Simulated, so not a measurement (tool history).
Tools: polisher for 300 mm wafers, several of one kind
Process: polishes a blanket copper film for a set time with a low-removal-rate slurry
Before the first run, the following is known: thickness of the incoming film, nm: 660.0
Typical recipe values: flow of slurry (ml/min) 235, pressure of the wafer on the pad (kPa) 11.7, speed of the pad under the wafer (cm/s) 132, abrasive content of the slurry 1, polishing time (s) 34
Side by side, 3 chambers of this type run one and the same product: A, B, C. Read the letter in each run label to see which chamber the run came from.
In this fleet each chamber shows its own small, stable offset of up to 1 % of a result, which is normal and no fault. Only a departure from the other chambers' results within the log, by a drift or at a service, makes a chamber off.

| run | hour | flow of slurry (ml/min) | pressure of the wafer on the pad (kPa) | speed of the pad under the wafer (cm/s) | abrasive content of the slurry | polishing time (s) | film removed (angstrom) |
|---|---|---|---|---|---|---|---|
| 1C | 6.4 | 235 | 11.7 | 132 | 1 | 34 | 924.51 |
|  | 14.1 | chamber A: worn pad replaced by a new one |
| 2A | 17.5 | 235 | 11.7 | 132 | 1 | 34 | 937.43 |
|  | 19.1 | chamber C: slurry blender recalibrated |
| 3B | 30.9 | 235 | 11.7 | 132 | 1 | 34 | 944.1 |
| 4C | 40.3 | 235 | 11.7 | 132 | 1 | 34 | 923.07 |
|  | 53.7 | chamber B: worn pad replaced by a new one |
| 5B | 53.8 | 235 | 11.7 | 132 | 1 | 34 | 930.06 |
| 6A | 66.6 | 235 | 11.7 | 132 | 1 | 34 | 936.98 |
| 7B | 76.7 | 235 | 11.7 | 132 | 1 | 34 | 957.22 |
|  | 85.5 | chamber A: worn pad replaced by a new one |
| 8A | 89.4 | 235 | 11.7 | 132 | 1 | 34 | 940.72 |
|  | 94.7 | chamber C: worn pad replaced by a new one |
|  | 94.8 | chamber C: slurry nozzle cleaned |
| 9C | 102.5 | 235 | 11.7 | 132 | 1 | 34 | 955.92 |
| 10C | 112.3 | 235 | 11.7 | 132 | 1 | 34 | 940.66 |
| 11A | 122 | 235 | 11.7 | 132 | 1 | 34 | 960.65 |
| 12B | 131.2 | 235 | 11.7 | 132 | 1 | 34 | 945.03 |
| 13B | 139.3 | 235 | 11.7 | 132 | 1 | 34 | 948.88 |
|  | 139.9 | chamber B: worn pad replaced by a new one |
|  | 143.9 | chamber C: slurry blender recalibrated |
| 14C | 150 | 235 | 11.7 | 132 | 1 | 34 | 932.14 |
|  | 155.2 | chamber A: worn pad replaced by a new one |
| 15A | 158.7 | 235 | 11.7 | 132 | 1 | 34 | 947.26 |
| 16A | 165.2 | 235 | 11.7 | 132 | 1 | 34 | 936.38 |
| 17B | 173.4 | 235 | 11.7 | 132 | 1 | 34 | 939.56 |
| 18C | 181.5 | 235 | 11.7 | 132 | 1 | 34 | 933.14 |
| 19B | 190.9 | 235 | 11.7 | 132 | 1.2 | 34 | 965.49 |
|  | 198.3 | chamber A: slurry blender recalibrated |
| 20C | 200.7 | 235 | 11.7 | 132 | 1.2 | 34 | 948.1 |
| 21A | 214.6 | 235 | 11.7 | 132 | 1.2 | 34 | 1009.9 |
| 22B | 221.9 | 235 | 11.7 | 132 | 1 | 34 | 906.21 |
|  | 226 | chamber B: worn pad replaced by a new one |
|  | 227.3 | chamber C: worn pad replaced by a new one |
| 23C | 228.4 | 235 | 11.7 | 132 | 1 | 34 | 941.97 |
|  | 231.5 | chamber A: worn pad replaced by a new one |
| 24A | 241 | 235 | 11.7 | 132 | 1 | 34 | 944.97 |
|  | 243.2 | chamber B: slurry blender recalibrated |
| 25B | 248.8 | 235 | 11.7 | 132 | 1 | 34 | 932.51 |
| 26A | 256.4 | 235 | 9 | 132 | 0.8 | 34 | 664.23 |
| 27C | 267.8 | 235 | 9 | 132 | 0.8 | 34 | 678.52 |
| 28B | 275 | 235 | 9 | 132 | 0.8 | 34 | 689.71 |
|  | 278.6 | chamber C: slurry blender recalibrated |
| 29C | 283.6 | 235 | 11.7 | 132 | 1 | 34 | 911.44 |
| 30A | 291.5 | 190 | 11.7 | 132 | 1 | 40 | 1080 |
| 31B | 301.6 | 190 | 11.7 | 132 | 1 | 40 | 1087.9 |
|  | 309.2 | chamber B: worn pad replaced by a new one |
|  | 311.5 | chamber A: worn pad replaced by a new one |
| 32C | 311.7 | 190 | 11.7 | 132 | 1 | 40 | 1071.5 |
| 33A | 324.3 | 235 | 11.7 | 132 | 1 | 34 | 953.68 |
| 34B | 333.3 | 235 | 11.7 | 132 | 1 | 34 | 937.44 |
|  | 341.6 | chamber C: head pressure recalibrated |
| 35C | 341.8 | 235 | 11.7 | 132 | 1 | 34 | 935.06 |
| 36A | 348.9 | 235 | 11.7 | 132 | 1 | 34 | 939.02 |

Next, every chamber runs the same settings. What will each give?
| 37A | 358.8 | 235 | 11.7 | 132 | 1 | 26 | ? |
| 37B | 358.8 | 235 | 11.7 | 132 | 1 | 26 | ? |
| 37C | 358.8 | 235 | 11.7 | 132 | 1 | 26 | ? |

| run | film removed (angstrom) |
|---|---|
| 37A | 713.92 |
| 37B | 692.01 |
| 37C | 713.91 |

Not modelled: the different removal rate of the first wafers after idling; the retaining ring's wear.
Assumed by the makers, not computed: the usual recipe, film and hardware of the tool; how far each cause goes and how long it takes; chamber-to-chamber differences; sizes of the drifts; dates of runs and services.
